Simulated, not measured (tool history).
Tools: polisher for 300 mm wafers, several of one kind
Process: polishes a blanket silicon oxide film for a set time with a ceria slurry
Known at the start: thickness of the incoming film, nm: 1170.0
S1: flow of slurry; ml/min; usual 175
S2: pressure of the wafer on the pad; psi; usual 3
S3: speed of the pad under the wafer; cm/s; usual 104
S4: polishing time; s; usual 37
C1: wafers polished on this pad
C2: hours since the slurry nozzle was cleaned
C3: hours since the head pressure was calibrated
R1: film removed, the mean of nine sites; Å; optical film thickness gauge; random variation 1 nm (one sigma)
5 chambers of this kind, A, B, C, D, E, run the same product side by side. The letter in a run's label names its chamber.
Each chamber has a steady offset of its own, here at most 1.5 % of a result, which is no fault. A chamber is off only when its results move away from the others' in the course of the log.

run     day   S1   S2   S3  S4    C1     C2      C3      R1
 1D    0.45  175    3  104  37   726  203.3   272.4  1721.7
      0.688  -- chamber B: worn pad replaced by a new one
 2C   0.929  175    3  104  37   908   81.5     406  1729.4
        1.3  -- chamber D: worn pad replaced by a new one
 3E   1.421  175    3  104  37  1072  293.1  1053.3  1704.4
      1.654  -- chamber A: worn pad replaced by a new one
       1.95  -- chamber E: worn pad replaced by a new one
 4A   1.962  175    3  104  37   100  322.3   502.2  1728.4
 5B   2.579  175    3  104  37   618   62.2   397.6  1691.2
 6E   2.867  175    3  104  37   300  327.8    1088  1705.6
       3.05  -- chamber C: worn pad replaced by a new one
 7B   3.225  175    3  104  37   829   77.7   413.1  1705.1
      3.375  -- chamber A: slurry nozzle cleaned
 8D   3.583  175    3  104  37   745  278.5   347.6    1701
 9C     4.1  175    3  104  37   342  157.6   482.1  1711.2
      4.167  -- chamber D: worn pad replaced by a new one
      4.479  -- chamber B: worn pad replaced by a new one
10A   4.671  175    3  104  37   984   31.1   567.2  1716.9
      4.771  -- chamber A: worn pad replaced by a new one
11C   5.117  175    3  104  37   674    182   506.5  1718.7
      5.583  -- chamber E: worn pad replaced by a new one
12A   5.667  220  3.4  104  37   293     55   591.1    2032
13E       6  220  3.4  104  37   136    403  1163.2  1989.9
14D   6.392  220  3.4  104  37   727  345.9     415  1998.1
15B   6.796  220  3.4  104  37   756  163.4   498.8  1998.8
      7.046  -- chamber D: worn pad replaced by a new one
16E   7.138  220  3.4  104  37   507  430.3  1190.5  1983.4
      7.442  -- chamber C: worn pad replaced by a new one
       7.65  -- chamber A: worn pad replaced by a new one
17A   7.729  175    3  104  37    26  104.5   640.6  1722.1
18C   8.283  175    3  104  37   275    258   582.5  1704.2
      8.462  -- chamber B: worn pad replaced by a new one
19B   8.692  175    3  104  37    74  208.9   544.3  1701.4
      8.712  -- chamber E: head pressure recalibrated
      8.742  -- chamber D: head pressure recalibrated
20D   9.208  175    3  104  37   706  413.5    11.3  1715.7
       9.45  -- chamber E: worn pad replaced by a new one
21E   9.475  150    3   90  37     9  486.4    18.3    1350
22C   9.742  150    3   90  37   751    293   617.5  1431.6
23D  10.096  150    3   90  37   995  434.8    32.6  1427.7
     10.117  -- chamber D: worn pad replaced by a new one
24B  10.367  150    3   90  37   621  249.1   584.5  1452.6
     10.462  -- chamber C: head pressure recalibrated
25A  10.954  150    3   90  37  1079  181.9     718  1465.3
26D  11.333  175    3  104  37   397  464.5    62.3    1703
     11.379  -- chamber A: worn pad replaced by a new one
     11.425  -- chamber C: slurry nozzle cleaned
     11.596  -- chamber C: worn pad replaced by a new one
     11.879  -- chamber B: worn pad replaced by a new one
27A  11.896  175    3  104  37   169  204.5   740.6  1738.5
28E  12.462  175    3  104  37   984  558.1      90  1588.2
29B  12.804  175    3  104  37   302  307.6     643  1706.3
     12.912  -- chamber E: worn pad replaced by a new one
30C  13.112  175    3  104  37   495   40.5    63.7  1730.2
      13.35  -- chamber D: worn pad replaced by a new one
31A  13.679  175    3  104  37   751  247.3   783.4  1725.2
32E  14.229  175    3  104  37   430  600.5   132.4  1618.6
33B  14.817  175    3  104  37   959  355.9   691.3  1723.1
     14.858  -- chamber D: slurry nozzle cleaned
34C  15.125  175    3  104  27  1152   88.8     112  1253.8
35D  15.692  175    3  104  27   765   20.1   166.9  1251.8
36E  16.275  175    3  104  27  1098  649.6   181.5  1166.3

All 5 chambers run these settings next. Forecast each chamber's results:
37A  16.717  150   3  104  37               ?
37B  16.717  150   3  104  37               ?
37C  16.717  150   3  104  37               ?
37D  16.717  150   3  104  37               ?
37E  16.717  150   3  104  37               ?

run      R1
37A  1686.4
37B  1663.4
37C    1654
37D  1669.6
37E  1573.1

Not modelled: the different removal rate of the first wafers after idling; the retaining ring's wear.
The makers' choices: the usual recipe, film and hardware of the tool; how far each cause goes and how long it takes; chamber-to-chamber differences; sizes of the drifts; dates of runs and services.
